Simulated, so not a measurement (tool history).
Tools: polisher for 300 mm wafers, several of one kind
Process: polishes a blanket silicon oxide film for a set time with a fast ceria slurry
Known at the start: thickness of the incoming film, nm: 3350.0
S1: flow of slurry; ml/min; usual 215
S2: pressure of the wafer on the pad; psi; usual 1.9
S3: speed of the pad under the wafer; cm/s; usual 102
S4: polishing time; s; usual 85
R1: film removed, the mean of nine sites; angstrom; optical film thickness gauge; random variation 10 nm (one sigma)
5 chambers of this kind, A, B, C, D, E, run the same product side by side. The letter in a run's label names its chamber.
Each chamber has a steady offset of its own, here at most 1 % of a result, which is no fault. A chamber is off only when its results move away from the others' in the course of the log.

Run 1A, hour 5.0: usual settings. Result: R1 7558.6 angstrom.
Run 2C, hour 10.9: usual settings. Result: R1 7699.1 angstrom.
At hour 14.3: chamber A: worn pad replaced by a new one.
Run 3D, hour 16.8: usual settings. Result: R1 7548.8 angstrom.
Run 4B, hour 22.2: usual settings. Result: R1 7376.4 angstrom.
At hour 25.3: chamber B: worn pad replaced by a new one.
Run 5E, hour 28.1: usual settings. Result: R1 7419.5 angstrom.
At hour 34.2: chamber C: worn pad replaced by a new one.
Run 6D, hour 34.9: usual settings but S2 1.2 psi. Result: R1 4707.8 angstrom.
Run 7C, hour 40.1: usual settings but S2 1.2 psi. Result: R1 4977.0 angstrom.
Run 8E, hour 43.7: usual settings but S2 1.2 psi. Result: R1 4780.4 angstrom.
At hour 45.3: chamber E: worn pad replaced by a new one.
Run 9A, hour 48.9: usual settings but S2 1.2 psi. Result: R1 4817.8 angstrom.
At hour 53.9: chamber E: slurry nozzle cleaned.
Run 10B, hour 55.0: usual settings but S2 1.2 psi. Result: R1 4778.9 angstrom.
Run 11D, hour 60.3: usual settings but S3 122 cm/s. Result: R1 8898.0 angstrom.
Run 12B, hour 64.4: usual settings but S3 122 cm/s. Result: R1 9062.0 angstrom.
Run 13A, hour 71.6: usual settings but S3 122 cm/s. Result: R1 8991.0 angstrom.
Run 14E, hour 77.8: usual settings but S3 122 cm/s. Result: R1 8989.0 angstrom.
At hour 79.8: chamber D: worn pad replaced by a new one.
Run 15C, hour 82.8: usual settings but S3 122 cm/s. Result: R1 9287.6 angstrom.
At hour 88.4: chamber A: head pressure recalibrated.
Run 16A, hour 88.8: usual settings. Result: R1 7709.3 angstrom.
Run 17B, hour 93.0: usual settings. Result: R1 7698.6 angstrom.
Run 18E, hour 100.3: usual settings. Result: R1 7565.7 angstrom.
Run 19D, hour 107.3: usual settings. Result: R1 7533.9 angstrom.
Run 20C, hour 113.1: usual settings. Result: R1 7673.3 angstrom.
Run 21E, hour 120.6: usual settings. Result: R1 7344.3 angstrom.
Run 22C, hour 125.3: usual settings. Result: R1 7541.2 angstrom.
At hour 125.7: chamber E: head pressure recalibrated.
At hour 129.8: chamber E: worn pad replaced by a new one.
Run 23B, hour 132.6: usual settings. Result: R1 7586.2 angstrom.
Run 24A, hour 136.2: usual settings. Result: R1 7624.0 angstrom.
Run 25D, hour 141.2: usual settings. Result: R1 7531.7 angstrom.
Run 26C, hour 145.3: usual settings. Result: R1 7739.3 angstrom.
Run 27D, hour 152.8: usual settings but S2 1.7 psi, S3 84 cm/s. Result: R1 5589.7 angstrom.
Run 28B, hour 160.2: usual settings but S2 1.7 psi, S3 84 cm/s. Result: R1 5558.3 angstrom.
Run 29E, hour 164.3: usual settings but S2 1.7 psi, S3 84 cm/s. Result: R1 6030.8 angstrom.
At hour 168.0: chamber D: slurry nozzle cleaned.
Run 30A, hour 171.4: usual settings but S2 1.7 psi, S3 84 cm/s. Result: R1 5504.8 angstrom.
At hour 173.9: chamber D: worn pad replaced by a new one.
Run 31A, hour 175.2: usual settings but S2 1.7 psi, S3 84 cm/s. Result: R1 5605.7 angstrom.
Run 32B, hour 182.6: usual settings. Result: R1 7520.9 angstrom.
Run 33E, hour 187.9: usual settings. Result: R1 8253.3 angstrom.
Run 34C, hour 193.5: usual settings. Result: R1 7454.8 angstrom.
Run 35D, hour 199.9: usual settings. Result: R1 7483.3 angstrom.
At hour 203.6: chamber E: worn pad replaced by a new one.
Run 36A, hour 204.2: usual settings. Result: R1 7515.7 angstrom.
Run 37B, hour 211.1: usual settings. Result: R1 7570.7 angstrom.
Run 38E, hour 215.7: usual settings. Result: R1 7954.5 angstrom.

All 5 chambers run these settings next. Forecast each chamber's results:
Run 39A, hour 221.4: usual settings. Result: R1 ?.
Run 39B, hour 221.4: usual settings. Result: R1 ?.
Run 39C, hour 221.4: usual settings. Result: R1 ?.
Run 39D, hour 221.4: usual settings. Result: R1 ?.
Run 39E, hour 221.4: usual settings. Result: R1 ?.

run      R1
39A  7698.5
39B  7483.1
39C  7695.0
39D  7492.2
39E  8243.6
